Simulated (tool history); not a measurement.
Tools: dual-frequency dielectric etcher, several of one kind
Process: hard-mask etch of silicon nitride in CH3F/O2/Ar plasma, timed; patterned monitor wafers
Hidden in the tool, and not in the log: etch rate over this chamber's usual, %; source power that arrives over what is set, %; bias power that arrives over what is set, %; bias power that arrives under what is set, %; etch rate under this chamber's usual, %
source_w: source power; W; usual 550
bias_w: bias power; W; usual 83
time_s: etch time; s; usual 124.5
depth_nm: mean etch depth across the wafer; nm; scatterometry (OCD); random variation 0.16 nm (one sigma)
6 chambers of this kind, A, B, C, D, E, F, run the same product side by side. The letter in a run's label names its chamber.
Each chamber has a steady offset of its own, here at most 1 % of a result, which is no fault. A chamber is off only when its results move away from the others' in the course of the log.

run	day	source_w	bias_w	time_s	hours since the last wet clean	hours since the last source power generator calibration	hours since the last bias power generator calibration	read-back reference wafer on the same gauge, depth_nm	depth_nm
1B	0.408	550	83	124.5	120.3	1744.9	1002.1	117.99	102.960
2A	0.708	550	83	124.5	260.7	1454.1	111.8	117.95	102.440
3D	0.975	550	83	124.5	287.2	2414.0	695.7	117.94	103.500
4E	1.321	550	83	124.5	87.5	1629.5	692.4	117.88	103.260
5C	1.592	550	83	111.5	457.2	293.5	1799.4	117.88	92.466
6F	1.792	550	83	111.5	235.8	1322.0	2221.3	117.92	91.632
7D	2.133	550	83	111.5	315.0	2441.8	723.5	117.84	92.682
8A	2.383	550	83	111.5	300.9	1494.3	152.0	117.87	91.901
9F	2.725	550	83	111.5	258.2	1344.4	2243.7	117.83	91.577
10C	2.946	550	83	111.5	489.7	326.0	1831.9	117.81	92.116
11B	3.150	550	83	124.5	186.1	1810.7	1067.9	117.75	103.300
# day 3.392: chamber C: bias power generator calibrated
12E	3.500	550	83	124.5	139.8	1681.8	744.7	117.78	103.000
13E	3.792	550	83	124.5	146.8	1688.8	751.7	117.77	103.330
# day 3.829: chamber C: wet clean of the chamber
14C	4.054	550	83	124.5	5.5	352.6	15.9	117.81	103.030
15A	4.362	550	83	124.5	348.4	1541.8	199.5	117.70	102.300
# day 4.438: chamber D: wet clean of the chamber
16B	4.767	550	73	124.5	224.9	1849.5	1106.7	117.70	98.456
17F	4.950	550	73	124.5	311.6	1397.8	2297.1	117.68	97.700
18D	5.292	550	73	124.5	20.6	2517.6	799.3	117.66	98.689
19E	5.558	550	73	124.5	189.2	1731.2	794.1	117.65	98.733
20B	5.854	550	73	124.5	251.0	1875.6	1132.8	117.65	98.261
21F	6.038	550	73	124.5	337.7	1423.9	2323.2	117.63	97.840
22C	6.329	550	83	124.5	60.1	407.2	70.5	117.61	102.880
# day 6.508: chamber A: wet clean of the chamber
23A	6.692	550	83	124.5	4.4	1597.7	255.4	117.59	102.220
24D	7.100	550	83	124.5	64.0	2561.0	842.7	117.53	103.080
25E	7.404	450	83	124.5	233.5	1775.5	838.4	117.56	95.512
26B	7.675	450	83	124.5	294.7	1919.3	1176.5	117.48	95.345
27C	7.888	450	83	124.5	97.5	444.6	107.9	117.46	95.580
28D	8.242	450	83	124.5	91.4	2588.4	870.1	117.46	95.502
29A	8.517	450	83	124.5	48.2	1641.5	299.2	117.50	94.798
30F	8.908	450	83	124.5	406.6	1492.8	2392.1	117.41	94.635
31A	9.233	660	100	124.5	65.4	1658.7	316.4	117.40	116.450
32D	9.438	660	100	124.5	120.1	2617.1	898.8	117.34	117.570
33B	9.621	660	100	124.5	341.4	1966.0	1223.2	117.43	117.250
34C	9.942	660	100	124.5	146.8	493.9	157.2	117.36	117.230
35E	10.154	660	100	124.5	299.5	1841.5	904.4	117.35	117.870
36F	10.558	660	100	124.5	446.2	1532.4	2431.7	117.33	116.450
37D	10.842	550	64	142.5	153.8	2650.8	932.5	117.33	108.010
38A	11.058	550	64	142.5	109.2	1702.5	360.2	117.26	106.850
39C	11.329	550	64	142.5	180.1	527.2	190.5	117.28	107.950

Is one chamber off against the others, does the gauge drift, or is nothing wrong? If a chamber is off, say which, and what the likeliest cause is.

The gauge drifts, so all chambers seem to drift together. No chamber is off.
Cause: gauge reads low (%) = 0.638.
